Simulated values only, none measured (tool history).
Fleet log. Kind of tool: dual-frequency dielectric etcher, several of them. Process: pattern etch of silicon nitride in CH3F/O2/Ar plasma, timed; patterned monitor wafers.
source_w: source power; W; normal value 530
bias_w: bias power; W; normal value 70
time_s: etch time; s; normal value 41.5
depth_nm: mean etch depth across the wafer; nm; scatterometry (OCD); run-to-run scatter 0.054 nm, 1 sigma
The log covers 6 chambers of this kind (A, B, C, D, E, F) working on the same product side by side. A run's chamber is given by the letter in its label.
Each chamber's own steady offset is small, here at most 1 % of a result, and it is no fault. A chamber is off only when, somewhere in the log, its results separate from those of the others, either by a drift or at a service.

run     day  source_w  bias_w  time_s  hours since the last wet clean  hours since the last source power generator calibration  hours since the last bias power generator calibration  read-back reference wafer on the same gauge, depth_nm  depth_nm
 1B   0.375       530      70    41.5                           419.6                                                     73.0                                                  861.2                                                 33.404    31.707
 2D   0.779       530      70    41.5                           187.0                                                   2316.7                                                 1653.9                                                 33.410    32.166
 3A   1.021       530      70    41.5                           351.7                                                   2948.3                                                 2652.0                                                 33.410    32.184
 4E   1.500       530      70    41.5                           347.5                                                   2436.7                                                 1769.3                                                 33.424    32.347
      1.658  -- chamber B: wet clean of the chamber
      1.700  -- chamber E: wet clean of the chamber
 5C   1.858       530      70    41.5                           473.1                                                   1668.4                                                 1364.2                                                 33.429    31.850
      2.179  -- chamber C: wet clean of the chamber
 6F   2.258       530      70    41.5                           215.6                                                    498.3                                                 1081.6                                                 33.425    32.184
 7B   2.688       530      70    41.5                            24.8                                                    128.5                                                  916.7                                                 33.431    31.889
 8A   3.233       530      70    41.5                           404.8                                                   3001.4                                                 2705.1                                                 33.445    32.099
 9E   3.571       530      70    41.5                            44.9                                                   2486.4                                                 1819.0                                                 33.452    32.375
      3.871  -- chamber A: wet clean of the chamber
      3.875  -- chamber E: source power generator calibrated
10C   4.029       530      70    41.5                            44.4                                                   1720.5                                                 1416.3                                                 33.468    31.832
11F   4.375       530      70    41.5                           266.4                                                    549.1                                                 1132.4                                                 33.459    32.209
12D   4.779       530      70    41.5                           283.0                                                   2412.7                                                 1749.9                                                 33.469    32.333
13E   5.029       530      70    41.5                            79.9                                                     27.8                                                 1854.0                                                 33.467    32.336
14C   5.496       530      62    32.0                            79.6                                                   1755.7                                                 1451.5                                                 33.484    23.574
15A   5.858       530      62    32.0                            47.8                                                   3064.4                                                 2768.1                                                 33.485    23.843
16D   6.246       530      62    32.0                           318.2                                                   2447.9                                                 1785.1                                                 33.474    23.924
17B   6.696       530      62    32.0                           121.0                                                    224.7                                                 1012.9                                                 33.503    23.634
18F   7.012       530      62    32.0                           329.7                                                    612.4                                                 1195.7                                                 33.485    23.864
19B   7.279       530      62    32.0                           135.0                                                    238.7                                                 1026.9                                                 33.501    23.604
20A   7.700       530      59    29.5                            92.0                                                   3108.6                                                 2812.3                                                 33.503    21.586
21D   8.021       530      59    29.5                           360.8                                                   2490.5                                                 1827.7                                                 33.520    21.809
22C   8.312       530      59    29.5                           147.2                                                   1823.3                                                 1519.1                                                 33.514    21.417
23E   8.846       530      59    29.5                           171.5                                                    119.4                                                 1945.6                                                 33.531    21.811
24F   9.354       530      59    29.5                           385.9                                                    668.6                                                 1251.9                                                 33.543    21.714
25B   9.796       530      59    29.5                           195.4                                                    299.1                                                 1087.3                                                 33.537    21.409
26E  10.321       530      70    41.5                           206.9                                                    154.8                                                 1981.0                                                 33.536    32.525
27D  10.562       530      70    41.5                           421.8                                                   2551.5                                                 1888.7                                                 33.551    32.450
28C  10.875       530      70    41.5                           208.7                                                   1884.8                                                 1580.6                                                 33.571    31.899
29A  11.342       530      70    41.5                           179.4                                                   3196.0                                                 2899.7                                                 33.563    32.361
     11.638  -- chamber D: wet clean of the chamber
30F  11.862       530      70    41.5                           446.1                                                    728.8                                                 1312.1                                                 33.563    32.289
31A  12.417       530      70    41.5                           205.2                                                   3221.8                                                 2925.5                                                 33.586    32.250
32C  12.721       530      70    41.5                           253.0                                                   1929.1                                                 1624.9                                                 33.584    32.101
33B  12.992       530      70    41.5                           272.1                                                    375.8                                                 1164.0                                                 33.582    31.970
34E  13.479       530      70    41.5                           282.7                                                    230.6                                                 2056.8                                                 33.598    32.615
35D  13.750       530      70    41.5                            50.7                                                   2628.0                                                 1965.2                                                 33.601    32.430
36F  14.125       530      70    41.5                           500.4                                                    783.1                                                 1366.4                                                 33.594    32.360
37C  14.467       530      70    41.5                           294.9                                                   1971.0                                                 1666.8                                                 33.608    31.998
38D  14.838       530      87    30.0                            76.8                                                   2654.1                                                 1991.3                                                 33.607    25.230
39B  15.354       530      87    30.0                           328.8                                                    432.5                                                 1220.7                                                 33.628    24.948
     15.446  -- chamber E: wet clean of the chamber
40E  15.600       530      87    30.0                             3.8                                                    281.5                                                 2107.7                                                 33.629    25.416

Which is it: a chamber that has drifted or been left off by a service, a gauge drift common to all chambers, or only each chamber's usual small offset? If a chamber is off, name it and its likeliest cause.

No chamber is off; the gauge reading every chamber's wafers drifts, which makes the whole fleet appear to move together.
What lies behind it: gauge reads high (%) = 0.685.
